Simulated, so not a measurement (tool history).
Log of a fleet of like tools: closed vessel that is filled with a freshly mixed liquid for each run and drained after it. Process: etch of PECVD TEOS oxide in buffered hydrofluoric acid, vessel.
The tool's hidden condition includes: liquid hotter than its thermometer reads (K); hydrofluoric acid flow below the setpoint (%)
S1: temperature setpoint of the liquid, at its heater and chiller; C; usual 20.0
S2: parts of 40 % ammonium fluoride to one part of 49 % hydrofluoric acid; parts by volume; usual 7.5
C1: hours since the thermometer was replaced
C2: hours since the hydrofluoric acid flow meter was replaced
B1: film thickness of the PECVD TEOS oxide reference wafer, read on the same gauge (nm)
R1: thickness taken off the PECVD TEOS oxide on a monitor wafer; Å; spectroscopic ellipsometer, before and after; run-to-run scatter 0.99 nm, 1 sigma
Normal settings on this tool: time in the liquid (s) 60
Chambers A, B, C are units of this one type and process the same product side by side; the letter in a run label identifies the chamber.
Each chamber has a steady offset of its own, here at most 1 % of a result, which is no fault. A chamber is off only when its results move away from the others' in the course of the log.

Run 1B, hour 8.8: usual settings; C1 582.9; C2 776.7; B1 139.99. Result: R1 1370.1 Å.
Run 2A, hour 20.6: usual settings; C1 303.1; C2 966.2; B1 139.98. Result: R1 1363.3 Å.
Run 3C, hour 27.1: usual settings; C1 948.5; C2 495.8; B1 139.98. Result: R1 1362.5 Å.
Run 4A, hour 33.5: usual settings; C1 316.0; C2 979.1; B1 140.02. Result: R1 1363.9 Å.
Run 5C, hour 46.3: usual settings; C1 967.7; C2 515.0; B1 140.00. Result: R1 1366.8 Å.
Run 6B, hour 52.7: usual settings; C1 626.8; C2 820.6; B1 140.00. Result: R1 1371.7 Å.
Run 7C, hour 60.8: usual settings; C1 982.2; C2 529.5; B1 139.99. Result: R1 1353.4 Å.
Run 8B, hour 71.0: usual settings; C1 645.1; C2 838.9; B1 140.02. Result: R1 1372.5 Å.
Run 9A, hour 79.2: usual settings; C1 361.7; C2 1024.8; B1 139.99. Result: R1 1372.9 Å.
Run 10C, hour 93.2: usual settings; C1 1014.6; C2 561.9; B1 140.00. Result: R1 1362.8 Å.
Run 11B, hour 105.4: usual settings; C1 679.5; C2 873.3; B1 139.99. Result: R1 1382.1 Å.
Run 12A, hour 114.1: usual settings; C1 396.6; C2 1059.7; B1 140.01. Result: R1 1361.2 Å.
Run 13B, hour 121.5: usual settings; C1 695.6; C2 889.4; B1 140.00. Result: R1 1366.9 Å.
Run 14C, hour 127.9: usual settings; C1 1049.3; C2 596.6; B1 140.02. Result: R1 1368.3 Å.
Run 15A, hour 137.2: usual settings but S2 5.5 parts by volume, time in the liquid (s) 80; C1 419.7; C2 1082.8; B1 139.99. Result: R1 2410.4 Å.
Run 16C, hour 147.3: usual settings but S2 5.5 parts by volume, time in the liquid (s) 80; C1 1068.7; C2 616.0; B1 139.98. Result: R1 2414.4 Å.
At hour 149.5: chamber C: hydrofluoric acid flow meter replaced.
Run 17B, hour 159.0: usual settings but S2 5.5 parts by volume, time in the liquid (s) 80; C1 733.1; C2 926.9; B1 140.00. Result: R1 2445.8 Å.
Run 18A, hour 169.9: usual settings but S1 22.5 C; C1 452.4; C2 1115.5; B1 140.02. Result: R1 1572.7 Å.
Run 19A, hour 182.8: usual settings but S1 22.5 C; C1 465.3; C2 1128.4; B1 140.01. Result: R1 1588.7 Å.
Run 20B, hour 190.1: usual settings but S1 22.5 C; C1 764.2; C2 958.0; B1 140.01. Result: R1 1611.7 Å.
Run 21C, hour 200.4: usual settings; C1 1121.8; C2 51.0; B1 139.97. Result: R1 1368.1 Å.
Run 22C, hour 210.6: usual settings; C1 1132.0; C2 61.2; B1 140.02. Result: R1 1368.1 Å.
Run 23A, hour 222.0: usual settings; C1 504.5; C2 1167.6; B1 139.98. Result: R1 1366.4 Å.
At hour 228.9: chamber C: thermometer replaced.
Run 24B, hour 229.2: usual settings; C1 803.3; C2 997.1; B1 140.00. Result: R1 1439.3 Å.
Run 25B, hour 241.0: usual settings; C1 815.1; C2 1008.9; B1 139.98. Result: R1 1424.6 Å.
Run 26C, hour 250.2: usual settings; C1 21.3; C2 100.8; B1 140.01. Result: R1 1378.7 Å.
Run 27A, hour 259.5: usual settings; C1 542.0; C2 1205.1; B1 139.99. Result: R1 1368.4 Å.
Run 28C, hour 268.0: usual settings; C1 39.1; C2 118.6; B1 139.98. Result: R1 1372.7 Å.
Run 29A, hour 275.9: usual settings but S2 5.0 parts by volume, time in the liquid (s) 95; C1 558.4; C2 1221.5; B1 140.00. Result: R1 3138.5 Å.
Run 30B, hour 286.8: usual settings but S2 5.0 parts by volume, time in the liquid (s) 95; C1 860.9; C2 1054.7; B1 140.00. Result: R1 3305.9 Å.
Run 31C, hour 297.0: usual settings but S2 5.0 parts by volume, time in the liquid (s) 95; C1 68.1; C2 147.6; B1 140.02. Result: R1 3113.3 Å.
Run 32B, hour 310.5: usual settings; C1 884.6; C2 1078.4; B1 139.99. Result: R1 1428.9 Å.
Run 33A, hour 318.9: usual settings; C1 601.4; C2 1264.5; B1 140.02. Result: R1 1370.6 Å.
Run 34C, hour 328.1: usual settings; C1 99.2; C2 178.7; B1 139.99. Result: R1 1361.9 Å.
Run 35B, hour 341.4: usual settings; C1 915.5; C2 1109.3; B1 140.03. Result: R1 1479.0 Å.
Run 36A, hour 351.3: usual settings; C1 633.8; C2 1296.9; B1 140.01. Result: R1 1359.7 Å.
Run 37A, hour 362.0: usual settings; C1 644.5; C2 1307.6; B1 140.00. Result: R1 1382.3 Å.
Run 38B, hour 373.1: usual settings; C1 947.2; C2 1141.0; B1 140.02. Result: R1 1486.1 Å.
Run 39C, hour 380.6: usual settings; C1 151.7; C2 231.2; B1 140.00. Result: R1 1377.0 Å.
Run 40A, hour 393.8: usual settings; C1 676.3; C2 1339.4; B1 140.03. Result: R1 1373.5 Å.

Does one chamber stand apart from the rest, does the shared gauge drift, or is all well apart from small per-chamber offsets? Give the chamber and the most likely cause, where there is one.

Little by little, chamber B moves away from the other chambers.
Cause: liquid hotter than its thermometer reads (K) = 1.64.
Not necessarily distinguishable in this log from: hydrofluoric acid flow above the setpoint (%).

Chamber B could run next with any of the 4 candidate recipes listed below; each alters the usual settings, and their results appear as question marks. Which one brings its results back in line with what the other chambers deliver on the usual settings?
In line means no further than this from the other chambers' mean on the usual settings: R1 34.0 Å
Run 41B-1, hour 403.9: usual settings but time in the liquid (s) 50. Result: R1 ?.
Run 41B-2, hour 403.9: usual settings but time in the liquid (s) 55. Result: R1 ?.
Run 41B-3, hour 403.9: usual settings but S1 21.5 C. Result: R1 ?.
Run 41B-4, hour 403.9: usual settings but S1 20.5 C, S2 7.0 parts by volume, time in the liquid (s) 65. Result: R1 ?.

The other chambers' mean on the usual settings: R1 1369.4 Å
  run      R1
41B-1  1248.0
41B-2  1372.8
41B-3  1627.5
41B-4  1798.6
41B-2 puts the chamber back in line with the other chambers.

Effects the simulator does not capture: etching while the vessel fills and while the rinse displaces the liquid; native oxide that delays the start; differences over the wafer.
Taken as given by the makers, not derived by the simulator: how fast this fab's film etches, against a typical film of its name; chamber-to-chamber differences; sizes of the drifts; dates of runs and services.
